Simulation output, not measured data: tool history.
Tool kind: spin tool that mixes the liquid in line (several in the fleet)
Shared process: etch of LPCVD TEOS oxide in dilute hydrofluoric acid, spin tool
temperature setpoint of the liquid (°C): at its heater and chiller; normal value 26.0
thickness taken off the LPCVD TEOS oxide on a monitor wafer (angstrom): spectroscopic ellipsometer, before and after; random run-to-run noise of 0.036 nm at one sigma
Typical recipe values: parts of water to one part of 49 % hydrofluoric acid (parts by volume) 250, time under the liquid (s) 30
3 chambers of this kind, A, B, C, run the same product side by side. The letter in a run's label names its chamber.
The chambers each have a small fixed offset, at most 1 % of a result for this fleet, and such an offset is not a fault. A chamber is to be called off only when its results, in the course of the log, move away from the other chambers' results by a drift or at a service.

run	hour	temperature setpoint of the liquid (°C)	parts of water to one part of 49 % hydrofluoric acid (parts by volume)	time under the liquid (s)	hours since the thermometer was replaced	hours since the hydrofluoric acid flow meter was replaced	read-back film thickness of the LPCVD TEOS oxide reference wafer, read on the same gauge (nm)	thickness taken off the LPCVD TEOS oxide on a monitor wafer (angstrom)
1B	5.1	26.0	250	30	638.0	722.2	110.00	52.699
2C	9.7	26.0	250	30	460.6	73.0	109.98	53.446
3A	12.7	26.0	250	30	491.3	320.8	110.00	53.499
4C	17.3	26.0	250	30	468.2	80.6	110.02	53.087
5B	21.1	26.0	250	30	654.0	738.2	109.99	52.659
6A	25.8	26.0	250	30	504.4	333.9	109.98	52.812
7B	29.6	26.0	250	30	662.5	746.7	110.01	52.055
8C	33.4	26.0	250	30	484.3	96.7	110.04	52.316
9A	38.9	26.0	250	30	517.5	347.0	109.99	52.542
10B	43.1	26.0	250	30	676.0	760.2	110.00	52.996
11C	46.8	26.0	250	30	497.7	110.1	110.03	53.854
12A	50.6	26.0	250	30	529.2	358.7	110.00	53.765
13C	54.5	26.0	250	30	505.4	117.8	110.00	53.462
14B	57.6	26.0	250	30	690.5	774.7	109.98	51.854
15A	62.8	26.0	250	30	541.4	370.9	110.03	53.747
16C	67.4	26.0	140	15	518.3	130.7	109.98	52.789
17A	70.3	26.0	140	15	548.9	378.4	110.03	53.834
18B	73.2	26.0	140	15	706.1	790.3	109.99	53.319
19B	77.5	23.0	250	50	710.4	794.6	110.01	79.264
20C	80.9	23.0	250	50	531.8	144.2	110.02	80.256
21A	84.9	23.0	250	50	563.5	393.0	109.98	82.517
22C	88.9	26.0	250	30	539.8	152.2	110.03	52.792
23B	93.0	26.0	250	30	725.9	810.1	110.01	52.253
24A	95.8	26.0	250	30	574.4	403.9	110.00	54.557
25B	99.1	26.0	315	30	732.0	816.2	110.03	38.826
26C	104.0	26.0	315	30	554.9	167.3	109.99	39.503
27A	109.2	26.0	315	30	587.8	417.3	110.04	41.396
28C	113.3	26.0	250	30	564.2	176.6	109.97	53.699
29A	117.8	26.0	250	30	596.4	425.9	109.99	55.651
30B	120.5	26.0	250	30	753.4	837.6	110.01	51.967
31C	125.7	26.0	250	30	576.6	189.0	110.01	53.391
32A	129.1	23.5	330	30	607.7	437.2	110.02	36.229
33B	133.0	23.5	330	30	765.9	850.1	110.00	33.515
34C	137.3	23.5	330	30	588.2	200.6	110.01	34.307
35B	141.4	26.0	250	30	774.3	858.5	109.95	52.045

Does one chamber stand apart from the rest, does the shared gauge drift, or is all well apart from small per-chamber offsets? Give the chamber and the most likely cause, where there is one.

One chamber, A, drifts off from the rest bit by bit.
Likeliest cause: hydrofluoric acid flow above the setpoint (%) = 5.74.
With only this log, it may be confused with: liquid hotter than its thermometer reads (K).

Which of the 4 candidates below, each the usual settings with something changed and its results left as question marks, puts chamber A back in line with what the other chambers give on the usual settings?
Counts as in line when no further than this from what the other chambers average on the usual settings: thickness taken off the LPCVD TEOS oxide on a monitor wafer (angstrom) 1.200
36A-1	145.4	27.0	250	30				?
36A-2	145.4	26.0	255	30				?
36A-3	145.4	26.0	265	30				?
36A-4	145.4	28.0	250	30				?

What the other chambers average on the usual settings: thickness taken off the LPCVD TEOS oxide on a monitor wafer (angstrom) 52.774
run	thickness taken off the LPCVD TEOS oxide on a monitor wafer (angstrom)
36A-1	59.067
36A-2	55.688
36A-3	53.086
36A-4	61.129
The answer is 36A-3, which returns the chamber to within the allowed miss of the others.
